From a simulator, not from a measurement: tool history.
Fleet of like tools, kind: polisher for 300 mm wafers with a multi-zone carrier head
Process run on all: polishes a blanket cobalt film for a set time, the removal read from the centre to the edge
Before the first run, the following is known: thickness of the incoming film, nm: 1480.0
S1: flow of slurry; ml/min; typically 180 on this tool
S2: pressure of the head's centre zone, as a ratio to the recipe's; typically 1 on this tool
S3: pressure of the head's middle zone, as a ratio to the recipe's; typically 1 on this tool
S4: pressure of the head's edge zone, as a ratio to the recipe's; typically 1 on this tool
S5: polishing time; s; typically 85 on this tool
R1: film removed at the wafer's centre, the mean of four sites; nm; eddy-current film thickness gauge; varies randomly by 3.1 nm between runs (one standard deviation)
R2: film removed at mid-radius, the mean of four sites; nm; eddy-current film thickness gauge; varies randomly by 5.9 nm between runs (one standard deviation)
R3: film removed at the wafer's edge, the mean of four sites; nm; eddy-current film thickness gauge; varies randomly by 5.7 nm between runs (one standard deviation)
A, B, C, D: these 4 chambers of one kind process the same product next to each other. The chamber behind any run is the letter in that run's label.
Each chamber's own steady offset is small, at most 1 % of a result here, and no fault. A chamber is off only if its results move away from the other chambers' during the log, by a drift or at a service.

{"hour": 4.1, "done": "chamber D: worn pad replaced by a new one"}
{"run": "1B", "hour": 4.7, "S1": 180, "S2": 1, "S3": 1, "S4": 1, "S5": 85, "R1": 397.81, "R2": 398.57, "R3": 386.42}
{"run": "2A", "hour": 8.9, "S1": 180, "S2": 1, "S3": 1, "S4": 1, "S5": 85, "R1": 401.07, "R2": 401.51, "R3": 393.14}
{"run": "3C", "hour": 11.2, "S1": 180, "S2": 1, "S3": 1, "S4": 1, "S5": 85, "R1": 395.6, "R2": 402.15, "R3": 399.49}
{"run": "4D", "hour": 13.7, "S1": 180, "S2": 1, "S3": 1, "S4": 1, "S5": 85, "R1": 398.07, "R2": 394.02, "R3": 403.18}
{"run": "5C", "hour": 17.0, "S1": 180, "S2": 0.94, "S3": 1.06, "S4": 1, "S5": 85, "R1": 372.55, "R2": 420.1, "R3": 406.85}
{"run": "6B", "hour": 21.1, "S1": 180, "S2": 0.94, "S3": 1.06, "S4": 1, "S5": 85, "R1": 375.43, "R2": 426.33, "R3": 404.58}
{"run": "7A", "hour": 24.0, "S1": 180, "S2": 0.94, "S3": 1.06, "S4": 1, "S5": 85, "R1": 372.28, "R2": 428.29, "R3": 399.13}
{"run": "8D", "hour": 27.3, "S1": 180, "S2": 0.94, "S3": 1.06, "S4": 1, "S5": 85, "R1": 373.11, "R2": 426.44, "R3": 405.25}
{"run": "9C", "hour": 29.9, "S1": 180, "S2": 1, "S3": 1, "S4": 1, "S5": 85, "R1": 396.79, "R2": 397, "R3": 391.72}
{"run": "10B", "hour": 33.5, "S1": 180, "S2": 1, "S3": 1, "S4": 1, "S5": 85, "R1": 402.62, "R2": 401.64, "R3": 394.29}
{"run": "11D", "hour": 35.6, "S1": 180, "S2": 1, "S3": 1, "S4": 1, "S5": 85, "R1": 395.76, "R2": 386.55, "R3": 390.56}
{"run": "12A", "hour": 40.0, "S1": 180, "S2": 1, "S3": 1, "S4": 1, "S5": 85, "R1": 401.35, "R2": 400.38, "R3": 405.57}
{"run": "13A", "hour": 43.7, "S1": 180, "S2": 1, "S3": 1, "S4": 1, "S5": 85, "R1": 400.23, "R2": 395.82, "R3": 399.68}
{"run": "14C", "hour": 47.9, "S1": 180, "S2": 1, "S3": 1, "S4": 1, "S5": 85, "R1": 397.26, "R2": 396.04, "R3": 406.77}
{"run": "15D", "hour": 52.2, "S1": 180, "S2": 1, "S3": 1, "S4": 1, "S5": 85, "R1": 393.29, "R2": 393.63, "R3": 411.26}
{"run": "16B", "hour": 55.6, "S1": 180, "S2": 1, "S3": 1, "S4": 1, "S5": 85, "R1": 392.88, "R2": 398.56, "R3": 414.31}
{"run": "17C", "hour": 57.9, "S1": 120, "S2": 1, "S3": 1, "S4": 0.9, "S5": 85, "R1": 364.66, "R2": 367.29, "R3": 363.9}
{"run": "18B", "hour": 62.2, "S1": 120, "S2": 1, "S3": 1, "S4": 0.9, "S5": 85, "R1": 365.3, "R2": 363.04, "R3": 366.61}
{"run": "19A", "hour": 66.1, "S1": 120, "S2": 1, "S3": 1, "S4": 0.9, "S5": 85, "R1": 362.29, "R2": 366.28, "R3": 356.03}
{"run": "20D", "hour": 70.0, "S1": 120, "S2": 1, "S3": 1, "S4": 0.9, "S5": 85, "R1": 359.72, "R2": 364.28, "R3": 358.09}
{"run": "21A", "hour": 72.2, "S1": 180, "S2": 1, "S3": 1, "S4": 1, "S5": 85, "R1": 400.33, "R2": 407.97, "R3": 399.97}
{"run": "22C", "hour": 75.4, "S1": 180, "S2": 1, "S3": 1, "S4": 1, "S5": 85, "R1": 397.44, "R2": 397.77, "R3": 404.35}
{"run": "23D", "hour": 79.1, "S1": 180, "S2": 1, "S3": 1, "S4": 1, "S5": 85, "R1": 391.79, "R2": 400.49, "R3": 395.61}
{"run": "24B", "hour": 81.8, "S1": 180, "S2": 1, "S3": 1, "S4": 1, "S5": 85, "R1": 396.01, "R2": 399.08, "R3": 397.04}
{"run": "25D", "hour": 85.0, "S1": 180, "S2": 1, "S3": 1, "S4": 1, "S5": 85, "R1": 398.85, "R2": 414.27, "R3": 404.77}
{"hour": 86.7, "done": "chamber D: edge zone pressure recalibrated"}
{"run": "26C", "hour": 89.6, "S1": 180, "S2": 1, "S3": 1, "S4": 1, "S5": 85, "R1": 399.32, "R2": 401.3, "R3": 410.44}
{"run": "27B", "hour": 93.2, "S1": 180, "S2": 1, "S3": 1, "S4": 1, "S5": 85, "R1": 398.51, "R2": 399.26, "R3": 393.32}
{"run": "28A", "hour": 96.4, "S1": 180, "S2": 1, "S3": 1, "S4": 1, "S5": 85, "R1": 396.68, "R2": 394.45, "R3": 407.03}
{"hour": 97.6, "done": "chamber B: worn pad replaced by a new one"}
{"run": "29D", "hour": 98.5, "S1": 180, "S2": 1, "S3": 1, "S4": 1, "S5": 85, "R1": 393.25, "R2": 394.01, "R3": 402.07}
{"run": "30A", "hour": 102.5, "S1": 180, "S2": 1, "S3": 1, "S4": 1, "S5": 85, "R1": 397.72, "R2": 398.5, "R3": 413.56}
{"hour": 104.3, "done": "chamber C: worn pad replaced by a new one"}
{"run": "31B", "hour": 106.3, "S1": 180, "S2": 1, "S3": 1, "S4": 1, "S5": 85, "R1": 398.38, "R2": 400.92, "R3": 398.38}
{"run": "32C", "hour": 110.6, "S1": 180, "S2": 1, "S3": 1, "S4": 1, "S5": 85, "R1": 394.94, "R2": 392.67, "R3": 410.17}
{"run": "33D", "hour": 113.9, "S1": 180, "S2": 1, "S3": 1, "S4": 1, "S5": 85, "R1": 392.66, "R2": 408.79, "R3": 399.6}
{"hour": 115.9, "done": "chamber A: worn pad replaced by a new one"}
{"run": "34B", "hour": 116.7, "S1": 180, "S2": 1, "S3": 1, "S4": 1, "S5": 85, "R1": 396.31, "R2": 405.29, "R3": 402.95}
{"run": "35C", "hour": 121.4, "S1": 180, "S2": 1, "S3": 1, "S4": 1, "S5": 85, "R1": 394.52, "R2": 400.07, "R3": 405}
{"run": "36A", "hour": 124.3, "S1": 180, "S2": 1, "S3": 1, "S4": 1, "S5": 96, "R1": 448.23, "R2": 449.35, "R3": 455.09}

Does one chamber stand apart from the rest, does the shared gauge drift, or is all well apart from small per-chamber offsets? Give the chamber and the most likely cause, where there is one.

Nothing is wrong: each chamber keeps only its own small, steady offset and the gauge holds still.

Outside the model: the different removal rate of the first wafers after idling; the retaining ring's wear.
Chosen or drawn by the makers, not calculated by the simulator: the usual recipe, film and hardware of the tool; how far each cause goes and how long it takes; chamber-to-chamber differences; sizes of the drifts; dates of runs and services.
